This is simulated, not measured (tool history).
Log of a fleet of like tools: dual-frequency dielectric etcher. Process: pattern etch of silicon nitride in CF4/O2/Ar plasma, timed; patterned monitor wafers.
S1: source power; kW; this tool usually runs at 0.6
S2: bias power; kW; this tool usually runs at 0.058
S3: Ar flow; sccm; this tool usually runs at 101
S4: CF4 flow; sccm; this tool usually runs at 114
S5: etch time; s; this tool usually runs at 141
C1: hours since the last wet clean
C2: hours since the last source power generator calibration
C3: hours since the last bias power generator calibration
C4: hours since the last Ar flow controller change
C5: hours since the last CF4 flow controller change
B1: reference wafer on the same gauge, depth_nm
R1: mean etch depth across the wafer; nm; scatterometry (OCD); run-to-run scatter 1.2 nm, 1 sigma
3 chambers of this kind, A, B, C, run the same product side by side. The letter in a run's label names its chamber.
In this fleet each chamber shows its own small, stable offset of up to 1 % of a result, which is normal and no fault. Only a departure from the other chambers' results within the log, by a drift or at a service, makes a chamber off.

run,day,S1,S2,S3,S4,S5,C1,C2,C3,C4,C5,B1,R1
1B,0.342,0.6,0.058,101,114,141,56.1,533.5,2027.6,310.5,1729,389.85,333.79
2A,0.588,0.6,0.058,101,114,141,145.2,3173.7,874.2,4558.2,5483.5,389.98,337.59
3C,0.962,0.6,0.058,101,114,141,182.7,34.8,449.3,1901.6,875.3,389.76,337.85
4A,1.175,0.6,0.058,101,114,141,159.3,3187.8,888.3,4572.3,5497.6,389.69,338.44
5C,1.579,0.6,0.058,101,114,141,197.5,49.6,464.1,1916.4,890.1,390.37,337.63
6B,1.933,0.6,0.058,101,114,141,94.3,571.7,2065.8,348.7,1767.2,390.07,334.52
7B,2.392,0.6,0.058,101,114,141,105.3,582.7,2076.8,359.7,1778.2,390.02,335.28
8C,2.796,0.6,0.058,101,114,141,226.7,78.8,493.3,1945.6,919.3,389.92,335.2
9A,3.15,0.6,0.058,101,114,141,206.7,3235.2,935.7,4619.7,5545,389.96,337.55
10C,3.55,0.6,0.058,101,114,141,244.8,96.9,511.4,1963.7,937.4,389.86,340.2
11B,4.008,0.6,0.058,101,114,141,144.1,621.5,2115.6,398.5,1817,389.8,335.83
12A,4.354,0.6,0.058,101,114,141,235.6,3264.1,964.6,4648.6,5573.9,389.9,338.16
13C,4.829,0.6,0.058,101,114,141,275.5,127.6,542.1,1994.4,968.1,390.26,340.73
14A,5.246,0.6,0.058,101,114,141,257,3285.5,986,4670,5595.3,389.96,338.34
15B,5.504,0.6,0.058,101,114,141,180,657.4,2151.5,434.4,1852.9,390.13,335.7
16B,5.983,0.6,0.058,101,114,168.5,191.5,668.9,2163,445.9,1864.4,390.34,400.14
17A,6.438,0.6,0.058,101,114,168.5,285.6,3314.1,1014.6,4698.6,5623.9,390.08,402.64
18C,6.871,0.6,0.058,101,114,168.5,324.5,176.6,591.1,2043.4,1017.1,389.93,403.48
19A,7.133,0.6,0.058,101,114,141,302.3,3330.8,1031.3,4715.3,5640.6,389.72,339.01
# day 7.542: chamber B: CF4 flow controller replaced
20B,7.621,0.6,0.058,101,114,141,230.8,708.2,2202.3,485.2,2,389.66,333.04
21C,7.971,0.6,0.058,101,114,141,350.9,203,617.5,2069.8,1043.5,390.52,336.86
22B,8.317,0.6,0.058,101,114,141,247.5,724.9,2219,501.9,18.7,389.91,335.44
23C,8.742,0.6,0.058,101,114,141,369.4,221.5,636,2088.3,1062,390.14,339.97
24A,9.229,0.6,0.058,101,114,141,352.6,3381.1,1081.6,4765.6,5690.9,390.19,336.96
25B,9.45,0.6,0.058,101,114,141,274.7,752.1,2246.2,529.1,45.9,390.24,336.4
26C,9.708,0.68,0.058,116,114,141,392.6,244.7,659.2,2111.5,1085.2,390.1,370.03
27A,10.008,0.68,0.058,116,114,141,371.3,3399.8,1100.3,4784.3,5709.6,389.9,370.54
# day 10.317: chamber C: wet clean of the chamber
28C,10.317,0.68,0.058,116,114,141,0.1,259.3,673.8,2126.1,1099.8,390.36,372.11
29A,10.771,0.6,0.058,101,114,141,389.6,3418.1,1118.6,4802.6,5727.9,390.02,339.69
30B,11.117,0.6,0.058,101,114,141,314.7,792.1,2286.2,569.1,85.9,389.72,334.63
31C,11.525,0.6,0.058,88,114,141,29.1,288.3,702.8,2155.1,1128.8,389.82,342.74
# day 11.708: chamber B: wet clean of the chamber
32B,11.979,0.6,0.058,88,114,141,6.6,812.8,2306.9,589.8,106.6,390.07,340.92

For the next run the whole fleet of 3 chambers uses the same settings. Give each chamber's results:
33A,12.333,0.6,0.058,101,136,141,,,,,,,?
33B,12.333,0.6,0.058,101,136,141,,,,,,,?
33C,12.333,0.6,0.058,101,136,141,,,,,,,?

run,R1
33A,346.09
33B,339.23
33C,344.82

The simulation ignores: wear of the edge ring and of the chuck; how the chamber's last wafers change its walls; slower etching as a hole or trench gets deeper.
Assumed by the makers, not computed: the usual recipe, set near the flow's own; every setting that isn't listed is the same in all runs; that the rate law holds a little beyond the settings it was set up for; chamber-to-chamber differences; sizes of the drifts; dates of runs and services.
